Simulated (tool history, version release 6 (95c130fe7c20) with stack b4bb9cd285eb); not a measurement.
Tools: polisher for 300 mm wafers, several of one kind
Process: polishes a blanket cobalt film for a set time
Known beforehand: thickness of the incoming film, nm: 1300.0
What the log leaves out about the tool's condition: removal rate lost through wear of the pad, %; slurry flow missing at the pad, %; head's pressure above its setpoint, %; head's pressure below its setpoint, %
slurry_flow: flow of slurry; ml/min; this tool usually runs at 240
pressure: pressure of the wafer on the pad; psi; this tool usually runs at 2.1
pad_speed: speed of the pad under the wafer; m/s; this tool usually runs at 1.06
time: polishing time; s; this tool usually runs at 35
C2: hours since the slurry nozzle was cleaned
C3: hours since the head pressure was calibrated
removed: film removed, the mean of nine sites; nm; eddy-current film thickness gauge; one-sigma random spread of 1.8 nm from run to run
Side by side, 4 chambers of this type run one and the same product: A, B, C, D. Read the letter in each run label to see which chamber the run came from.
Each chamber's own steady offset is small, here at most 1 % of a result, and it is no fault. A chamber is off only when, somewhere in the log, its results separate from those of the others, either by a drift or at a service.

run 1D day=0.304 | slurry_flow=240 pressure=2.1 pad_speed=1.06 time=35 | wafers_polished_on_this_pad=709 C2=471.4 C3=396.4 | removed=218.18
run 2C day=0.621 | slurry_flow=240 pressure=2.1 pad_speed=1.06 time=35 | wafers_polished_on_this_pad=466 C2=452.8 C3=233.8 | removed=216.37
-- day=0.671 chamber A: worn pad replaced by a new one
-- day=0.704 chamber D: worn pad replaced by a new one
-- day=0.717 chamber B: head pressure recalibrated
run 3A day=0.967 | slurry_flow=240 pressure=2.1 pad_speed=1.06 time=35 | wafers_polished_on_this_pad=86 C2=312.1 C3=500.9 | removed=218.30
run 4B day=1.158 | slurry_flow=240 pressure=2.1 pad_speed=1.06 time=35 | wafers_polished_on_this_pad=1018 C2=262.2 C3=10.7 | removed=217.44
run 5C day=1.412 | slurry_flow=240 pressure=2.1 pad_speed=1.06 time=35 | wafers_polished_on_this_pad=693 C2=471.8 C3=252.8 | removed=218.06
-- day=1.617 chamber C: worn pad replaced by a new one
run 6D day=1.792 | slurry_flow=240 pressure=2.1 pad_speed=1.06 time=35 | wafers_polished_on_this_pad=313 C2=507.1 C3=432.1 | removed=215.37
run 7A day=2.071 | slurry_flow=240 pressure=2.1 pad_speed=0.74 time=35 | wafers_polished_on_this_pad=403 C2=338.6 C3=527.4 | removed=156.76
run 8B day=2.312 | slurry_flow=240 pressure=2.1 pad_speed=0.74 time=35 | wafers_polished_on_this_pad=1349 C2=289.9 C3=38.4 | removed=153.00
-- day=2.542 chamber B: worn pad replaced by a new one
run 9B day=2.612 | slurry_flow=240 pressure=2.1 pad_speed=0.74 time=35 | wafers_polished_on_this_pad=21 C2=297.1 C3=45.6 | removed=153.00
-- day=2.796 chamber D: slurry nozzle cleaned
run 10C day=2.812 | slurry_flow=240 pressure=2.1 pad_speed=0.74 time=35 | wafers_polished_on_this_pad=344 C2=505.4 C3=286.4 | removed=148.39
run 11D day=2.996 | slurry_flow=240 pressure=2.1 pad_speed=1.06 time=35 | wafers_polished_on_this_pad=659 C2=4.8 C3=461.0 | removed=218.58
run 12A day=3.204 | slurry_flow=240 pressure=2.1 pad_speed=0.84 time=28 | wafers_polished_on_this_pad=728 C2=365.8 C3=554.6 | removed=137.00
run 13A day=3.408 | slurry_flow=240 pressure=2.1 pad_speed=0.84 time=28 | wafers_polished_on_this_pad=787 C2=370.7 C3=559.5 | removed=139.05
run 14B day=3.679 | slurry_flow=240 pressure=2.1 pad_speed=0.84 time=28 | wafers_polished_on_this_pad=327 C2=322.7 C3=71.2 | removed=137.67
-- day=3.962 chamber D: worn pad replaced by a new one
run 15C day=3.988 | slurry_flow=240 pressure=2.1 pad_speed=0.84 time=28 | wafers_polished_on_this_pad=681 C2=533.6 C3=314.6 | removed=136.77
-- day=4.038 chamber C: worn pad replaced by a new one
run 16D day=4.242 | slurry_flow=240 pressure=2.1 pad_speed=1.06 time=35 | wafers_polished_on_this_pad=80 C2=34.7 C3=490.9 | removed=219.36
run 17D day=4.546 | slurry_flow=240 pressure=2.1 pad_speed=1.06 time=35 | wafers_polished_on_this_pad=167 C2=42.0 C3=498.2 | removed=218.64
run 18B day=4.921 | slurry_flow=240 pressure=2.1 pad_speed=1.06 time=35 | wafers_polished_on_this_pad=684 C2=352.5 C3=101.0 | removed=220.87
run 19C day=5.208 | slurry_flow=240 pressure=2.1 pad_speed=1.06 time=35 | wafers_polished_on_this_pad=336 C2=562.9 C3=343.9 | removed=216.12
-- day=5.450 chamber A: worn pad replaced by a new one
run 20A day=5.467 | slurry_flow=240 pressure=2.1 pad_speed=1.06 time=35 | wafers_polished_on_this_pad=5 C2=420.1 C3=608.9 | removed=221.80
run 21A day=5.812 | slurry_flow=240 pressure=2.1 pad_speed=1.06 time=35 | wafers_polished_on_this_pad=104 C2=428.4 C3=617.2 | removed=221.49
run 22D day=6.142 | slurry_flow=240 pressure=2.1 pad_speed=1.06 time=35 | wafers_polished_on_this_pad=626 C2=80.3 C3=536.5 | removed=219.55
run 23B day=6.375 | slurry_flow=240 pressure=2.1 pad_speed=1.06 time=35 | wafers_polished_on_this_pad=1102 C2=387.4 C3=135.9 | removed=221.09
-- day=6.517 chamber C: worn pad replaced by a new one
-- day=6.554 chamber C: slurry nozzle cleaned
run 24C day=6.558 | slurry_flow=240 pressure=2.1 pad_speed=1.06 time=31 | wafers_polished_on_this_pad=12 C2=0.1 C3=376.3 | removed=191.44
-- day=6.612 chamber D: worn pad replaced by a new one
run 25C day=6.912 | slurry_flow=240 pressure=2.1 pad_speed=1.06 time=31 | wafers_polished_on_this_pad=114 C2=8.6 C3=384.8 | removed=192.40
run 26A day=7.258 | slurry_flow=240 pressure=2.1 pad_speed=1.06 time=31 | wafers_polished_on_this_pad=519 C2=463.1 C3=651.9 | removed=194.77
run 27D day=7.512 | slurry_flow=240 pressure=2.1 pad_speed=1.06 time=31 | wafers_polished_on_this_pad=259 C2=113.2 C3=569.4 | removed=192.94
-- day=7.588 chamber B: worn pad replaced by a new one
run 28B day=7.879 | slurry_flow=240 pressure=2.1 pad_speed=1.06 time=35 | wafers_polished_on_this_pad=84 C2=423.5 C3=172.0 | removed=218.18
run 29D day=8.129 | slurry_flow=240 pressure=2.1 pad_speed=1.06 time=35 | wafers_polished_on_this_pad=436 C2=128.0 C3=584.2 | removed=219.10
run 30A day=8.458 | slurry_flow=200 pressure=2.1 pad_speed=1.06 time=41 | wafers_polished_on_this_pad=864 C2=491.9 C3=680.7 | removed=249.19
run 31B day=8.633 | slurry_flow=200 pressure=2.1 pad_speed=1.06 time=41 | wafers_polished_on_this_pad=301 C2=441.6 C3=190.1 | removed=251.53

Read the log: is a single chamber off, either drifting away or since a service, is the gauge that measures every chamber drifting, or is nothing wrong beyond small per-chamber offsets? Name any odd chamber and what most likely caused it.

Beyond each chamber's small constant offset nothing stands out, and the gauge stays steady.

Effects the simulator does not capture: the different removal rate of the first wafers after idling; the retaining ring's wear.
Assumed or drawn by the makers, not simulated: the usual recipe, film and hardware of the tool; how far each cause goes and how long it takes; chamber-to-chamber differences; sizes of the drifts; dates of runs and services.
